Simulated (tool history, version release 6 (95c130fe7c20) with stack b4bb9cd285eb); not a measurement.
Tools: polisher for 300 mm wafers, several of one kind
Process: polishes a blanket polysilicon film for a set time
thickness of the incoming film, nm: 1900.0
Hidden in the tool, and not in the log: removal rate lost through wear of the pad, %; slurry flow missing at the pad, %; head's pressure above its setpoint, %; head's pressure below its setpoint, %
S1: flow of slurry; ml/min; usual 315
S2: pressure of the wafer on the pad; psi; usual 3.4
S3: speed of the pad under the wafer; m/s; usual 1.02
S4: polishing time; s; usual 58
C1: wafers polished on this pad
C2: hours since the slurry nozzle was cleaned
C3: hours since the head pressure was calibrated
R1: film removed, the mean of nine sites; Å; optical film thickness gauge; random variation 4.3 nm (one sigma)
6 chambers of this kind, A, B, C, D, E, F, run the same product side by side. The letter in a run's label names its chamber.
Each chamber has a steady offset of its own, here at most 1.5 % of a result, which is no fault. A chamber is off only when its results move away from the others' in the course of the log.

-- hour=3.5 chamber E: worn pad replaced by a new one
-- hour=4.4 chamber D: slurry nozzle cleaned
run 1B hour=5.8 | S1=315 S2=3.4 S3=1.02 S4=58 | C1=440 C2=17.6 C3=1051.1 | R1=5072.4
run 2F hour=9.9 | S1=315 S2=3.4 S3=1.02 S4=58 | C1=208 C2=720.5 C3=152.8 | R1=5108.4
run 3D hour=14.2 | S1=315 S2=3.4 S3=1.02 S4=58 | C1=551 C2=9.8 C3=694 | R1=5035.8
-- hour=17.7 chamber A: slurry nozzle cleaned
run 4E hour=18.1 | S1=315 S2=3.4 S3=1.02 S4=58 | C1=146 C2=148.5 C3=451.7 | R1=5115.5
run 5A hour=23.6 | S1=315 S2=3.4 S3=1.02 S4=58 | C1=517 C2=6 C3=280.3 | R1=4944.4
-- hour=25.5 chamber F: slurry nozzle cleaned
run 6C hour=29 | S1=315 S2=3.4 S3=1.02 S4=58 | C1=457 C2=512.1 C3=589.5 | R1=5008.6
run 7B hour=35 | S1=280 S2=3.4 S3=1.34 S4=58 | C1=733 C2=46.8 C3=1080.3 | R1=6555.8
run 8A hour=38.9 | S1=280 S2=3.4 S3=1.34 S4=58 | C1=671 C2=21.3 C3=295.6 | R1=6407.6
run 9F hour=43.5 | S1=280 S2=3.4 S3=1.34 S4=58 | C1=546 C2=18.1 C3=186.4 | R1=6617.5
-- hour=45.8 chamber D: worn pad replaced by a new one
run 10C hour=47.7 | S1=280 S2=3.4 S3=1.34 S4=58 | C1=645 C2=530.8 C3=608.2 | R1=6329
run 11D hour=51.3 | S1=280 S2=3.4 S3=1.34 S4=58 | C1=56 C2=46.9 C3=731.1 | R1=6465.7
-- hour=55.5 chamber C: worn pad replaced by a new one
run 12E hour=57.2 | S1=280 S2=3.4 S3=1.34 S4=58 | C1=539 C2=187.6 C3=490.8 | R1=6519
-- hour=61.1 chamber A: worn pad replaced by a new one
run 13F hour=61.4 | S1=315 S2=3.4 S3=1.02 S4=58 | C1=725 C2=36 C3=204.3 | R1=5171.4
run 14C hour=67 | S1=315 S2=3.4 S3=1.02 S4=58 | C1=116 C2=550.1 C3=627.5 | R1=4989.6
run 15A hour=72.5 | S1=315 S2=3.4 S3=1.02 S4=58 | C1=115 C2=54.9 C3=329.2 | R1=5022.8
run 16E hour=76.9 | S1=315 S2=3.4 S3=1.02 S4=58 | C1=737 C2=207.3 C3=510.5 | R1=5174.7
-- hour=77.4 chamber B: worn pad replaced by a new one
run 17D hour=81.8 | S1=315 S2=3.4 S3=1.02 S4=58 | C1=362 C2=77.4 C3=761.6 | R1=4985.4
-- hour=84.4 chamber E: worn pad replaced by a new one
run 18B hour=84.8 | S1=315 S2=3.4 S3=1.02 S4=58 | C1=74 C2=96.6 C3=1130.1 | R1=5092.5
run 19B hour=89.7 | S1=315 S2=3.4 S3=1.02 S4=58 | C1=123 C2=101.5 C3=1135 | R1=5139
run 20D hour=94 | S1=315 S2=3.4 S3=1.02 S4=58 | C1=484 C2=89.6 C3=773.8 | R1=5023.5
run 21F hour=96.6 | S1=315 S2=3.4 S3=1.02 S4=58 | C1=1079 C2=71.2 C3=239.5 | R1=5350.7
-- hour=96.7 chamber D: head pressure recalibrated
run 22A hour=100 | S1=315 S2=3.4 S3=1.02 S4=58 | C1=391 C2=82.4 C3=356.7 | R1=5068
-- hour=103.4 chamber F: worn pad replaced by a new one
run 23C hour=105.5 | S1=315 S2=3.4 S3=1.02 S4=58 | C1=502 C2=588.6 C3=666 | R1=4914.2
run 24E hour=109.3 | S1=315 S2=3.4 S3=1.02 S4=58 | C1=250 C2=239.7 C3=542.9 | R1=5120.1
-- hour=112.5 chamber C: head pressure recalibrated
run 25D hour=113.4 | S1=315 S2=3.4 S3=1.02 S4=58 | C1=679 C2=109 C3=16.8 | R1=4978.8
run 26E hour=116.8 | S1=315 S2=3.4 S3=1.02 S4=58 | C1=325 C2=247.2 C3=550.4 | R1=4985.2
-- hour=117.1 chamber B: head pressure recalibrated
run 27A hour=121.6 | S1=265 S2=3.4 S3=1.02 S4=58 | C1=607 C2=104 C3=378.3 | R1=4906.1
-- hour=124.3 chamber D: worn pad replaced by a new one
run 28C hour=126.2 | S1=265 S2=3.4 S3=1.02 S4=58 | C1=710 C2=609.3 C3=13.8 | R1=4800.2
-- hour=126.4 chamber C: worn pad replaced by a new one
run 29B hour=130.3 | S1=265 S2=3.4 S3=1.02 S4=58 | C1=531 C2=142.1 C3=13.3 | R1=5024.1
run 30F hour=133.2 | S1=265 S2=3.4 S3=1.02 S4=58 | C1=300 C2=107.8 C3=276.1 | R1=5364.5
run 31E hour=136.7 | S1=265 S2=3.4 S3=1.02 S4=58 | C1=525 C2=267.1 C3=570.3 | R1=5005.2
run 32C hour=140.3 | S1=265 S2=3.4 S3=1.02 S4=58 | C1=139 C2=623.4 C3=27.9 | R1=4919.2
run 33F hour=144.1 | S1=315 S2=3.4 S3=0.68 S4=58 | C1=409 C2=118.7 C3=287 | R1=3688
run 34A hour=148.9 | S1=315 S2=3.4 S3=0.68 S4=58 | C1=882 C2=131.3 C3=405.6 | R1=3393.4
run 35B hour=152.2 | S1=315 S2=3.4 S3=0.68 S4=58 | C1=751 C2=164 C3=35.2 | R1=3388.5
run 36D hour=155.9 | S1=315 S2=3.4 S3=0.68 S4=58 | C1=317 C2=151.5 C3=59.3 | R1=3287.6
-- hour=158.2 chamber A: worn pad replaced by a new one
run 37E hour=159.9 | S1=315 S2=3.4 S3=0.68 S4=58 | C1=758 C2=290.3 C3=593.5 | R1=3434.7
run 38F hour=163.6 | S1=315 S2=3.4 S3=0.68 S4=58 | C1=605 C2=138.2 C3=306.5 | R1=3704.6
run 39D hour=167.4 | S1=315 S2=3.4 S3=1.02 S4=58 | C1=432 C2=163 C3=70.8 | R1=4970.6
run 40A hour=170.4 | S1=315 S2=3.4 S3=1.02 S4=58 | C1=122 C2=152.8 C3=427.1 | R1=4997.1
run 41C hour=173.8 | S1=315 S2=3.4 S3=1.02 S4=58 | C1=476 C2=656.9 C3=61.4 | R1=4896.1
run 42B hour=179.2 | S1=315 S2=3.4 S3=1.02 S4=58 | C1=1022 C2=191 C3=62.2 | R1=5143.9
run 43F hour=182.7 | S1=315 S2=3.4 S3=1.02 S4=58 | C1=796 C2=157.3 C3=325.6 | R1=5641.7

What goes on in this fleet: one chamber off, a drifting gauge, or nothing beyond the chambers' own small offsets? Name the chamber and the cause, if any.

Chamber F drifts away from the others.
Cause: head's pressure above its setpoint, % = 12.3.

Here are 4 candidates for chamber F's next run, each the usual settings with a change, their results left as question marks. Which one brings its results back in line with what the others give on the usual settings?
In line means no further than this from the other chambers' mean on the usual settings: R1 150 Å
run 44F-1 hour=187 | S1=315 S2=3.2 S3=1.02 S4=55 | R1=?
run 44F-2 hour=187 | S1=320 S2=3.8 S3=1.16 S4=58 | R1=?
run 44F-3 hour=187 | S1=320 S2=3.4 S3=1.02 S4=65 | R1=?
run 44F-4 hour=187 | S1=315 S2=3 S3=1.02 S4=51 | R1=?

The other chambers' mean on the usual settings: R1 5018.5 Å
run=44F-1 R1=5033.5
run=44F-2 R1=7158
run=44F-3 R1=6322.9
run=44F-4 R1=4380.4
44F-1 brings the chamber back in line.

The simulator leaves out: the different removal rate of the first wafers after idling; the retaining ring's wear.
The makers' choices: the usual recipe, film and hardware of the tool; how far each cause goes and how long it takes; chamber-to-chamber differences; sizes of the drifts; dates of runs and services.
